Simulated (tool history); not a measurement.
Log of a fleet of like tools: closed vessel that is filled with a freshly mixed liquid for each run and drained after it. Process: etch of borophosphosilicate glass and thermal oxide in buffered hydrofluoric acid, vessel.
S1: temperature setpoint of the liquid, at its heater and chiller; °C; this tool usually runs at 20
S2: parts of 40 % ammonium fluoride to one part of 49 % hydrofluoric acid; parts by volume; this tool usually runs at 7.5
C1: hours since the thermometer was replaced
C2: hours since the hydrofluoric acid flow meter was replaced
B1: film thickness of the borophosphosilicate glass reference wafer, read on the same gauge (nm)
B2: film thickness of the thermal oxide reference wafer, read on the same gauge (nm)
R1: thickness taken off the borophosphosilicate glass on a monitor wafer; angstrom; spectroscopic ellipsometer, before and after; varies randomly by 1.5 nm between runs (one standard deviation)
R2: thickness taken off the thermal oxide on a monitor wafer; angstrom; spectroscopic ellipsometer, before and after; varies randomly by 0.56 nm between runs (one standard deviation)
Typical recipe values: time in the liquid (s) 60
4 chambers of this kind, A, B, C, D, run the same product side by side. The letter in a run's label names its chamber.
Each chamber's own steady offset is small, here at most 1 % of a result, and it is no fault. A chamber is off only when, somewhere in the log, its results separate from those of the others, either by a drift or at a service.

Run 1C, hour 3.7: usual settings; C1 2915.2; C2 213.6; B1 29.987; B2 150.06. Result: R1 1526.6 angstrom, R2 719.46 angstrom.
Run 2A, hour 7.6: usual settings; C1 710.1; C2 726.8; B1 30.003; B2 150.02. Result: R1 1527.8 angstrom, R2 721.57 angstrom.
Run 3D, hour 9.9: usual settings; C1 550.6; C2 577.9; B1 29.989; B2 150.04. Result: R1 1545.2 angstrom, R2 719.19 angstrom.
Run 4B, hour 14.8: usual settings; C1 191.8; C2 661; B1 29.947; B2 150. Result: R1 1514 angstrom, R2 721.44 angstrom.
Run 5B, hour 18.8: usual settings; C1 195.8; C2 665; B1 29.973; B2 150.02. Result: R1 1524.6 angstrom, R2 719.94 angstrom.
Run 6D, hour 22.1: usual settings; C1 562.8; C2 590.1; B1 29.995; B2 149.96. Result: R1 1524.6 angstrom, R2 726.34 angstrom.
Run 7A, hour 25.3: usual settings; C1 727.8; C2 744.5; B1 30.007; B2 150. Result: R1 1523.3 angstrom, R2 714.21 angstrom.
Run 8C, hour 28.4: usual settings but S1 24 °C; C1 2939.9; C2 238.3; B1 29.992; B2 150. Result: R1 1928.3 angstrom, R2 902.19 angstrom.
Run 9B, hour 32.8: usual settings but S1 24 °C; C1 209.8; C2 679; B1 29.989; B2 150. Result: R1 1905 angstrom, R2 892.45 angstrom.
Run 10D, hour 35.8: usual settings but S1 24 °C; C1 576.5; C2 603.8; B1 29.974; B2 149.98. Result: R1 1902.9 angstrom, R2 904.38 angstrom.
Run 11C, hour 38.4: usual settings but S1 24 °C; C1 2949.9; C2 248.3; B1 29.957; B2 149.96. Result: R1 1906.8 angstrom, R2 909.58 angstrom.
Run 12A, hour 42.1: usual settings; C1 744.6; C2 761.3; B1 30.013; B2 150.05. Result: R1 1509.1 angstrom, R2 724.96 angstrom.
Run 13D, hour 45.9: usual settings; C1 586.6; C2 613.9; B1 29.968; B2 150.02. Result: R1 1516.4 angstrom, R2 728.43 angstrom.
Run 14B, hour 50.4: usual settings; C1 227.4; C2 696.6; B1 30.002; B2 150.04. Result: R1 1527.2 angstrom, R2 722.52 angstrom.
Run 15C, hour 54.8: usual settings; C1 2966.3; C2 264.7; B1 30.029; B2 150.02. Result: R1 1535.7 angstrom, R2 733.8 angstrom.
Run 16A, hour 57.8: usual settings; C1 760.3; C2 777; B1 30.027; B2 150.02. Result: R1 1537 angstrom, R2 734.1 angstrom.
Run 17B, hour 61.2: usual settings; C1 238.2; C2 707.4; B1 29.965; B2 150.02. Result: R1 1525.3 angstrom, R2 727.24 angstrom.
Run 18D, hour 64.5: usual settings; C1 605.2; C2 632.5; B1 30.009; B2 150. Result: R1 1547.3 angstrom, R2 721.98 angstrom.
Run 19A, hour 69.1: usual settings; C1 771.6; C2 788.3; B1 30.021; B2 149.99. Result: R1 1499.5 angstrom, R2 718.5 angstrom.
Run 20C, hour 71.8: usual settings but S2 9 parts by volume, time in the liquid (s) 40; C1 2983.3; C2 281.7; B1 29.985; B2 150.01. Result: R1 850.52 angstrom, R2 389.56 angstrom.
Run 21C, hour 74.8: usual settings but S2 9 parts by volume, time in the liquid (s) 40; C1 2986.3; C2 284.7; B1 30.036; B2 149.98. Result: R1 832.81 angstrom, R2 393.17 angstrom.
Run 22B, hour 78.7: usual settings but S2 9 parts by volume, time in the liquid (s) 40; C1 255.7; C2 724.9; B1 30.016; B2 150. Result: R1 837.03 angstrom, R2 390.62 angstrom.
Run 23A, hour 83.3: usual settings but S2 9 parts by volume, time in the liquid (s) 40; C1 785.8; C2 802.5; B1 30.003; B2 150.02. Result: R1 844.14 angstrom, R2 394.93 angstrom.
Run 24D, hour 86.7: usual settings; C1 627.4; C2 654.7; B1 29.989; B2 149.96. Result: R1 1509.4 angstrom, R2 731.73 angstrom.

Read the log: is a single chamber off, either drifting away or since a service, is the gauge that measures every chamber drifting, or is nothing wrong beyond small per-chamber offsets? Name any odd chamber and what most likely caused it.

Beyond each chamber's small constant offset nothing stands out, and the gauge stays steady.
